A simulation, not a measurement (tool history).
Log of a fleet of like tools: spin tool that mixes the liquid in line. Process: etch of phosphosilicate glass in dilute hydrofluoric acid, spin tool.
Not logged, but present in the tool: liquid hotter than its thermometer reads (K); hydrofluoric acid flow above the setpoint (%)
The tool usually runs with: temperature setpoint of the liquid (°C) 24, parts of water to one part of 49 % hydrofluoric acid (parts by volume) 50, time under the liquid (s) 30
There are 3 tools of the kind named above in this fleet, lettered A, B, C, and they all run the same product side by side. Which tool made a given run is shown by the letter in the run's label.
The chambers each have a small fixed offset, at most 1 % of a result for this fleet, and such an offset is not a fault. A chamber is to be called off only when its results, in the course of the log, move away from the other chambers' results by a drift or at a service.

| run | day | temperature setpoint of the liquid (°C) | parts of water to one part of 49 % hydrofluoric acid (parts by volume) | time under the liquid (s) | hours since the thermometer was replaced | hours since the hydrofluoric acid flow meter was replaced | read-back film thickness of the phosphosilicate glass reference wafer, read on the same gauge (nm) | thickness taken off the phosphosilicate glass on a monitor wafer (Å) |
|---|---|---|---|---|---|---|---|---|
| 1B | 0.246 | 24 | 50 | 30 | 747.9 | 419.7 | 100.030 | 1286.2 |
| 2A | 0.542 | 24 | 50 | 30 | 3019.2 | 436.5 | 99.989 | 1284.1 |
| 3C | 0.975 | 24 | 50 | 30 | 1325.8 | 1263.9 | 100.020 | 1284.0 |
| 4C | 1.300 | 24 | 50 | 30 | 1333.6 | 1271.7 | 99.991 | 1274.5 |
| 5B | 1.650 | 24 | 50 | 30 | 781.6 | 453.4 | 99.996 | 1291.8 |
|  | 1.921 | chamber A: thermometer replaced |
| 6A | 1.971 | 24 | 50 | 30 | 1.3 | 470.8 | 100.010 | 1285.5 |
| 7C | 2.242 | 24 | 50 | 30 | 1356.2 | 1294.3 | 100.030 | 1277.2 |
| 8B | 2.521 | 24 | 50 | 30 | 802.5 | 474.3 | 100.060 | 1277.9 |
| 9A | 2.725 | 24 | 50 | 30 | 19.4 | 488.9 | 100.030 | 1288.0 |
| 10A | 3.050 | 24 | 50 | 30 | 27.2 | 496.7 | 99.946 | 1284.3 |
| 11B | 3.421 | 24 | 50 | 30 | 824.1 | 495.9 | 99.998 | 1290.6 |
| 12C | 3.658 | 24 | 50 | 30 | 1390.2 | 1328.3 | 100.010 | 1284.5 |
| 13A | 3.846 | 24 | 50 | 30 | 46.3 | 515.8 | 100.050 | 1284.2 |
| 14C | 4.096 | 21 | 50 | 45 | 1400.7 | 1338.8 | 99.980 | 1695.6 |
| 15B | 4.529 | 21 | 50 | 45 | 850.7 | 522.5 | 99.988 | 1701.5 |
| 16B | 4.829 | 21 | 50 | 45 | 857.9 | 529.7 | 99.928 | 1692.9 |
| 17C | 5.183 | 24 | 50 | 30 | 1426.8 | 1364.9 | 99.998 | 1270.4 |
| 18A | 5.504 | 24 | 50 | 30 | 86.1 | 555.6 | 99.988 | 1291.7 |
| 19A | 5.746 | 24 | 50 | 30 | 91.9 | 561.4 | 100.030 | 1293.7 |
| 20C | 6.179 | 24 | 50 | 30 | 1450.7 | 1388.8 | 100.000 | 1282.3 |
| 21B | 6.600 | 24 | 50 | 30 | 900.4 | 572.2 | 99.995 | 1277.1 |
| 22A | 6.942 | 24 | 50 | 30 | 120.6 | 590.1 | 99.992 | 1286.0 |
| 23C | 7.267 | 24 | 50 | 30 | 1476.8 | 1414.9 | 100.000 | 1276.1 |
| 24B | 7.658 | 24 | 50 | 30 | 925.8 | 597.6 | 100.020 | 1287.3 |
| 25B | 7.888 | 24 | 50 | 30 | 931.3 | 603.1 | 100.010 | 1293.9 |

The same settings go to every chamber for the next run, one line per chamber below. Forecast the results for each:
| 26A | 8.200 | 24 | 50 | 30 |  |  |  | ? |
| 26B | 8.200 | 24 | 50 | 30 |  |  |  | ? |
| 26C | 8.200 | 24 | 50 | 30 |  |  |  | ? |

| run | thickness taken off the phosphosilicate glass on a monitor wafer (Å) |
|---|---|
| 26A | 1288.4 |
| 26B | 1286.1 |
| 26C | 1271.2 |
